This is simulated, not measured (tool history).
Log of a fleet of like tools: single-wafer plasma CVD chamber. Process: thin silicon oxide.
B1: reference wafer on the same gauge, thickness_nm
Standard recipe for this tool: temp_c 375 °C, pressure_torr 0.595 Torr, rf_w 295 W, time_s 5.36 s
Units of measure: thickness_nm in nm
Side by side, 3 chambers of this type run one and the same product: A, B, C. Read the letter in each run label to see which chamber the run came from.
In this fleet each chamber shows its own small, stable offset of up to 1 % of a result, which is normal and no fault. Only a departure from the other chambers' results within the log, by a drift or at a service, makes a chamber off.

Run 1C, day 0.267: usual settings; B1 7.5807. Result: thickness_nm 7.3500 nm.
Run 2B, day 0.483: usual settings; B1 7.5812. Result: thickness_nm 7.2705 nm.
Run 3A, day 0.662: usual settings; B1 7.5776. Result: thickness_nm 7.2987 nm.
Run 4C, day 0.954: usual settings; B1 7.5799. Result: thickness_nm 7.3086 nm.
Run 5B, day 1.329: usual settings but time_s 4.94 s; B1 7.5786. Result: thickness_nm 6.6820 nm.
Run 6A, day 1.683: usual settings but time_s 4.94 s; B1 7.5786. Result: thickness_nm 6.7007 nm.
Run 7B, day 2.000: usual settings but time_s 4.94 s; B1 7.5793. Result: thickness_nm 6.6807 nm.
At day 2.129: chamber A: thermocouple changed; heater temperature recalibrated.
Run 8A, day 2.167: usual settings; B1 7.5798. Result: thickness_nm 7.3167 nm.
Run 9C, day 2.412: usual settings; B1 7.5819. Result: thickness_nm 7.3295 nm.
Run 10C, day 2.700: usual settings; B1 7.5798. Result: thickness_nm 7.3345 nm.
Run 11B, day 2.983: usual settings; B1 7.5797. Result: thickness_nm 7.2823 nm.
Run 12A, day 3.350: usual settings; B1 7.5887. Result: thickness_nm 7.2823 nm.
Run 13C, day 3.654: usual settings; B1 7.5743. Result: thickness_nm 7.2964 nm.
Run 14A, day 3.904: usual settings; B1 7.5843. Result: thickness_nm 7.3289 nm.
Run 15B, day 4.108: usual settings; B1 7.5843. Result: thickness_nm 7.2414 nm.
Run 16B, day 4.371: usual settings; B1 7.5803. Result: thickness_nm 7.2827 nm.
Run 17A, day 4.562: usual settings; B1 7.5830. Result: thickness_nm 7.2985 nm.
Run 18C, day 4.933: usual settings but temp_c 370 °C, rf_w 350 W; B1 7.5790. Result: thickness_nm 7.9001 nm.
Run 19B, day 5.308: usual settings but temp_c 370 °C, rf_w 350 W; B1 7.5743. Result: thickness_nm 7.8034 nm.
Run 20C, day 5.596: usual settings but temp_c 370 °C, rf_w 350 W; B1 7.5823. Result: thickness_nm 7.9068 nm.
Run 21A, day 5.950: usual settings; B1 7.5755. Result: thickness_nm 7.3070 nm.
Run 22A, day 6.242: usual settings; B1 7.5797. Result: thickness_nm 7.2929 nm.
Run 23C, day 6.596: usual settings; B1 7.5756. Result: thickness_nm 7.3475 nm.
Run 24B, day 6.796: usual settings; B1 7.5772. Result: thickness_nm 7.2727 nm.
Run 25A, day 6.992: usual settings; B1 7.5821. Result: thickness_nm 7.3112 nm.
Run 26C, day 7.167: usual settings but temp_c 363 °C, rf_w 350 W; B1 7.5767. Result: thickness_nm 7.8865 nm.
Run 27B, day 7.500: usual settings but temp_c 363 °C, rf_w 350 W; B1 7.5790. Result: thickness_nm 7.8035 nm.
Run 28B, day 7.671: usual settings but temp_c 363 °C, rf_w 350 W; B1 7.5785. Result: thickness_nm 7.7993 nm.
Run 29A, day 7.867: usual settings; B1 7.5769. Result: thickness_nm 7.2782 nm.
Run 30C, day 8.158: usual settings; B1 7.5818. Result: thickness_nm 7.3043 nm.
Run 31A, day 8.533: usual settings; B1 7.5837. Result: thickness_nm 7.2809 nm.
Run 32B, day 8.700: usual settings; B1 7.5787. Result: thickness_nm 7.2404 nm.
Run 33C, day 8.896: usual settings but temp_c 384 °C, rf_w 255 W; B1 7.5843. Result: thickness_nm 6.8148 nm.
Run 34A, day 9.204: usual settings but temp_c 384 °C, rf_w 255 W; B1 7.5844. Result: thickness_nm 6.8212 nm.
Run 35C, day 9.496: usual settings but temp_c 384 °C, rf_w 255 W; B1 7.5812. Result: thickness_nm 6.8569 nm.
Run 36B, day 9.858: usual settings; B1 7.5792. Result: thickness_nm 7.2184 nm.
Run 37B, day 10.196: usual settings; B1 7.5811. Result: thickness_nm 7.2729 nm.
Run 38C, day 10.475: usual settings; B1 7.5843. Result: thickness_nm 7.3384 nm.
Run 39A, day 10.779: usual settings but temp_c 363 °C; B1 7.5843. Result: thickness_nm 7.3192 nm.
Run 40A, day 11.138: usual settings but temp_c 363 °C; B1 7.5874. Result: thickness_nm 7.3541 nm.
Run 41C, day 11.483: usual settings but temp_c 363 °C; B1 7.5808. Result: thickness_nm 7.4115 nm.
Run 42B, day 11.646: usual settings; B1 7.5801. Result: thickness_nm 7.2371 nm.
Run 43B, day 11.912: usual settings; B1 7.5801. Result: thickness_nm 7.2310 nm.

Which is it: a chamber that has drifted or been left off by a service, a gauge drift common to all chambers, or only each chamber's usual small offset? If a chamber is off, name it and its likeliest cause.

The fleet is healthy, with each chamber sitting at its usual small offset and no drift in the gauge.
